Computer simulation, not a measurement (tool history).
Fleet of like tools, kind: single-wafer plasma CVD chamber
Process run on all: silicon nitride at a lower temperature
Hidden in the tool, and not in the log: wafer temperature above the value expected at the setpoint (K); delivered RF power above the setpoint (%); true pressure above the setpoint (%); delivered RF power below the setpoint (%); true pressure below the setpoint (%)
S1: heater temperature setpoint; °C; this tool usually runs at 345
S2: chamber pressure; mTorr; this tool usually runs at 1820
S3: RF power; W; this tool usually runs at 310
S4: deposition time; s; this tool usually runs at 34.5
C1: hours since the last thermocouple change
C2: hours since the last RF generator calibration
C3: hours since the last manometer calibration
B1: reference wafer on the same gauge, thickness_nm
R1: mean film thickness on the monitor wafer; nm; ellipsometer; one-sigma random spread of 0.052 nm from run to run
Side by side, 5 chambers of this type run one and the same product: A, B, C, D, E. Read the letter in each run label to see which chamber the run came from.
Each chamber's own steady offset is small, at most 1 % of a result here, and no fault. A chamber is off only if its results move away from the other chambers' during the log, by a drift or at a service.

run   hour   S1    S2   S3    S4      C1      C2      C3      B1      R1
 1A   12.2  345  1820  310  34.5  1406.1   157.5  1150.6  42.793  43.049
 2C   23.5  345  1820  310  34.5  2313.4   876.7  1910.3  42.784  42.777
 3B   32.5  345  1820  310  34.5   926.7  1681.5  2617.2  42.773  42.944
 4E     41  345  1820  310  34.5   785.6  1501.9   300.9  42.778  43.054
 5D   48.5  345  1820  310  34.5   749.4   848.5   610.9  42.758  42.596
 6B   57.2  350  1820  310  38.2   951.4  1706.2  2641.9   42.75  47.428
 7C   62.6  350  1820  310  38.2  2352.5   915.8  1949.4  42.758  47.265
 8A   68.9  350  1820  310  38.2  1462.8   214.2  1207.3  42.743  47.477
      70.6  -- chamber B: capacitance manometer re-zeroed and calibrated
      76.9  -- chamber C: thermocouple changed; heater temperature recalibrated
 9E   79.5  350  1820  310  38.2   824.1  1540.4   339.4  42.747   47.47
10D   91.4  350  1820  310  38.2   792.3   891.4   653.8  42.729  47.164
11B  103.7  332  1510  310  34.5   997.9  1752.7    33.2  42.715  40.824
12D  113.3  332  1510  310  34.5   814.2   913.3   675.7  42.725  40.835
     116.4  -- chamber E: thermocouple changed; heater temperature recalibrated
13E  120.7  332  1510  310  34.5     4.3  1581.6   380.6  42.699  40.875
     120.9  -- chamber B: RF generator calibrated
14A  130.2  332  1510  310  34.5  1524.1   275.5  1268.6  42.715  41.006
15C    139  332  1510  310  34.5    62.2   992.2  2025.8  42.694  40.775
16A  150.1  345  1820  350  36.7    1544   295.4  1288.5   42.69  49.312
17B  157.6  345  1820  350  36.7  1051.8    36.7    87.1  42.694   49.47
18E    168  345  1820  350  36.7    51.6  1628.9   427.9  42.681  49.369
19D  176.1  345  1820  350  36.7     877   976.1   738.5  42.675  49.081
20C  183.5  345  1820  350  36.7   106.7  1036.7  2070.3  42.675   49.08
21E  192.4  345  1820  310  34.5      76  1653.3   452.3  42.673  42.998
22B    202  340  1820  370  34.5  1096.2    81.1   131.5  42.658  48.256
23D  208.3  340  1820  370  34.5   909.2  1008.3   770.7  42.653  47.908
24A  217.9  340  1820  370  34.5  1611.8   363.2  1356.3  42.659   48.04
25C  228.2  340  1820  370  34.5   151.4  1081.4    2115  42.642  47.951
26E  234.8  340  1820  370  34.5   118.4  1695.7   494.7  42.624  48.158
27B  245.4  345  1820  310  34.5  1139.6   124.5   174.9  42.629  42.792
28A  257.6  345  1820  310  34.5  1651.5   402.9    1396  42.609  42.777
29C  266.7  345  1820  310  34.5   189.9  1119.9  2153.5  42.613  42.557
30D  276.2  345  1820  310  34.5   977.1  1076.2   838.6  42.597   42.57
31A  283.2  345  1820  310  34.5  1677.1   428.5  1421.6  42.605  42.843
32B  293.4  345  1820  310  34.5  1187.6   172.5   222.9  42.598   42.66

Does one chamber stand apart from the rest, does the shared gauge drift, or is all well apart from small per-chamber offsets? Give the chamber and the most likely cause, where there is one.

No chamber is off; the gauge reading every chamber's wafers drifts, which makes the whole fleet appear to move together.
What lies behind it: gauge reads low (%) = 0.499.

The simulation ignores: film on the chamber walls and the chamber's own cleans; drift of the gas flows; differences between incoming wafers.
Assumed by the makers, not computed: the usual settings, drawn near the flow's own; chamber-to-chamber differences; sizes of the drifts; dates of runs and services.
